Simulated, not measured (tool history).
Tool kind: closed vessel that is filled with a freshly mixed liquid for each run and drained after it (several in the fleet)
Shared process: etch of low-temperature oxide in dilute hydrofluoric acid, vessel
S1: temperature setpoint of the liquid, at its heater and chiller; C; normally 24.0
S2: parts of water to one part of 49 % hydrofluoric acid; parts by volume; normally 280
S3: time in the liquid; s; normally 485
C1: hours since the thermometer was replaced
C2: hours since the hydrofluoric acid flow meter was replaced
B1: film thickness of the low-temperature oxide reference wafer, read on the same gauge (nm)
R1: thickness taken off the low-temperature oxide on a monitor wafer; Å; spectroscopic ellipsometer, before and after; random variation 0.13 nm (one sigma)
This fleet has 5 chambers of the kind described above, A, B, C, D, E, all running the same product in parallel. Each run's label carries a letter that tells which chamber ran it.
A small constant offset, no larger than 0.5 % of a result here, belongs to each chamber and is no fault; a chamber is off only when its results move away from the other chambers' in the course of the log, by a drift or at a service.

run 1B hour=10.8 | S1=24.0 S2=280 S3=485 | C1=1031.1 C2=184.3 | B1=109.96 | R1=191.920
run 2D hour=23.9 | S1=24.0 S2=280 S3=485 | C1=1703.9 C2=877.5 | B1=109.95 | R1=190.480
run 3E hour=34.2 | S1=24.0 S2=280 S3=485 | C1=247.4 C2=1609.5 | B1=110.04 | R1=193.290
run 4C hour=45.9 | S1=24.0 S2=280 S3=485 | C1=89.4 C2=498.1 | B1=110.03 | R1=193.260
run 5A hour=56.9 | S1=24.0 S2=380 S3=675 | C1=431.2 C2=524.1 | B1=110.06 | R1=180.760
run 6B hour=66.7 | S1=24.0 S2=380 S3=675 | C1=1087.0 C2=240.2 | B1=109.99 | R1=178.820
run 7E hour=76.7 | S1=24.0 S2=380 S3=675 | C1=289.9 C2=1652.0 | B1=109.99 | R1=179.040
run 8A hour=86.2 | S1=24.0 S2=380 S3=675 | C1=460.5 C2=553.4 | B1=109.95 | R1=179.660
run 9D hour=92.0 | S1=24.0 S2=380 S3=675 | C1=1772.0 C2=945.6 | B1=110.00 | R1=179.090
run 10C hour=98.8 | S1=24.0 S2=280 S3=485 | C1=142.3 C2=551.0 | B1=109.98 | R1=193.530
run 11A hour=111.3 | S1=24.0 S2=280 S3=485 | C1=485.6 C2=578.5 | B1=110.02 | R1=192.740
run 12E hour=123.1 | S1=24.0 S2=280 S3=485 | C1=336.3 C2=1698.4 | B1=110.00 | R1=192.590
run 13B hour=131.0 | S1=24.0 S2=280 S3=485 | C1=1151.3 C2=304.5 | B1=110.00 | R1=192.780
run 14D hour=142.3 | S1=24.0 S2=280 S3=485 | C1=1822.3 C2=995.9 | B1=109.97 | R1=192.260
run 15C hour=152.3 | S1=26.5 S2=280 S3=485 | C1=195.8 C2=604.5 | B1=110.00 | R1=209.180
-- hour=153.8 chamber D: hydrofluoric acid flow meter replaced
run 16C hour=160.1 | S1=26.5 S2=280 S3=485 | C1=203.6 C2=612.3 | B1=110.04 | R1=207.750
run 17E hour=172.3 | S1=26.5 S2=280 S3=485 | C1=385.5 C2=1747.6 | B1=110.04 | R1=209.000
run 18B hour=181.7 | S1=26.5 S2=280 S3=485 | C1=1202.0 C2=355.2 | B1=110.03 | R1=207.610
run 19D hour=194.8 | S1=26.5 S2=280 S3=485 | C1=1874.8 C2=41.0 | B1=110.00 | R1=209.550
run 20A hour=206.9 | S1=24.0 S2=280 S3=740 | C1=581.2 C2=674.1 | B1=109.99 | R1=286.620
run 21B hour=212.9 | S1=24.0 S2=280 S3=740 | C1=1233.2 C2=386.4 | B1=109.99 | R1=294.530
run 22D hour=219.2 | S1=24.0 S2=280 S3=740 | C1=1899.2 C2=65.4 | B1=109.99 | R1=293.410
run 23C hour=229.0 | S1=24.0 S2=280 S3=740 | C1=272.5 C2=681.2 | B1=110.00 | R1=296.170
run 24E hour=238.9 | S1=24.0 S2=280 S3=740 | C1=452.1 C2=1814.2 | B1=110.03 | R1=292.150
run 25A hour=250.2 | S1=24.0 S2=280 S3=485 | C1=624.5 C2=717.4 | B1=110.01 | R1=185.120
run 26E hour=258.3 | S1=24.0 S2=280 S3=485 | C1=471.5 C2=1833.6 | B1=110.01 | R1=191.540
run 27B hour=266.8 | S1=24.0 S2=280 S3=485 | C1=1287.1 C2=440.3 | B1=110.01 | R1=191.920
run 28C hour=274.5 | S1=24.0 S2=280 S3=485 | C1=318.0 C2=726.7 | B1=109.98 | R1=191.000
run 29A hour=286.0 | S1=24.0 S2=280 S3=485 | C1=660.3 C2=753.2 | B1=110.00 | R1=181.750
run 30D hour=297.4 | S1=24.0 S2=280 S3=485 | C1=1977.4 C2=143.6 | B1=110.01 | R1=190.460
run 31E hour=305.1 | S1=24.0 S2=280 S3=485 | C1=518.3 C2=1880.4 | B1=109.99 | R1=192.760
run 32D hour=317.7 | S1=24.0 S2=280 S3=485 | C1=1997.7 C2=163.9 | B1=110.00 | R1=191.920
run 33B hour=326.4 | S1=28.5 S2=280 S3=205 | C1=1346.7 C2=499.9 | B1=109.96 | R1=95.279
run 34A hour=339.5 | S1=28.5 S2=280 S3=205 | C1=713.8 C2=806.7 | B1=110.00 | R1=89.241
run 35C hour=347.3 | S1=28.5 S2=280 S3=205 | C1=390.8 C2=799.5 | B1=110.03 | R1=93.307
-- hour=349.6 chamber E: thermometer replaced
run 36A hour=357.6 | S1=28.5 S2=280 S3=205 | C1=731.9 C2=824.8 | B1=110.00 | R1=88.139
run 37E hour=370.1 | S1=28.5 S2=280 S3=205 | C1=20.5 C2=1945.4 | B1=110.02 | R1=95.026
run 38B hour=382.8 | S1=24.0 S2=280 S3=485 | C1=1403.1 C2=556.3 | B1=109.99 | R1=194.420
run 39D hour=396.0 | S1=24.0 S2=280 S3=485 | C1=2076.0 C2=242.2 | B1=110.03 | R1=190.800
run 40C hour=406.7 | S1=24.0 S2=280 S3=485 | C1=450.2 C2=858.9 | B1=110.02 | R1=192.440
run 41A hour=414.5 | S1=24.0 S2=280 S3=590 | C1=788.8 C2=881.7 | B1=110.00 | R1=214.640
-- hour=417.7 chamber C: hydrofluoric acid flow meter replaced
run 42C hour=420.3 | S1=24.0 S2=280 S3=590 | C1=463.8 C2=2.7 | B1=110.03 | R1=232.440

Decide between three cases: one chamber stands off from its peers, the gauge reading all wafers drifts, or nothing is wrong past each chamber's small offset. Where a chamber is off, say which and what most likely put it there.

It is chamber A that slowly wanders off from its peers.
Most likely cause: hydrofluoric acid flow below the setpoint (%) = 5.98.
It could be hard to tell apart here from: liquid colder than its thermometer reads (K).

Below are 4 candidate recipes for chamber A's next run, each the usual settings with a change, their results shown as question marks. Which of them brings A's results back in line with what the other chambers give on the usual settings?
In line here means within this much of the mean the other chambers give on the usual settings: R1 4.600 Å
run 43A-1 hour=429.8 | S1=24.0 S2=280 S3=470 | R1=?
run 43A-2 hour=429.8 | S1=24.0 S2=275 S3=495 | R1=?
run 43A-3 hour=429.8 | S1=24.0 S2=290 S3=465 | R1=?
run 43A-4 hour=429.8 | S1=24.0 S2=270 S3=505 | R1=?

What the other chambers average on the usual settings: R1 192.550 Å
run=43A-1 R1=171.170
run=43A-2 R1=184.470
run=43A-3 R1=161.870
run=43A-4 R1=192.660
It is 43A-4 that realigns the chamber with its peers.
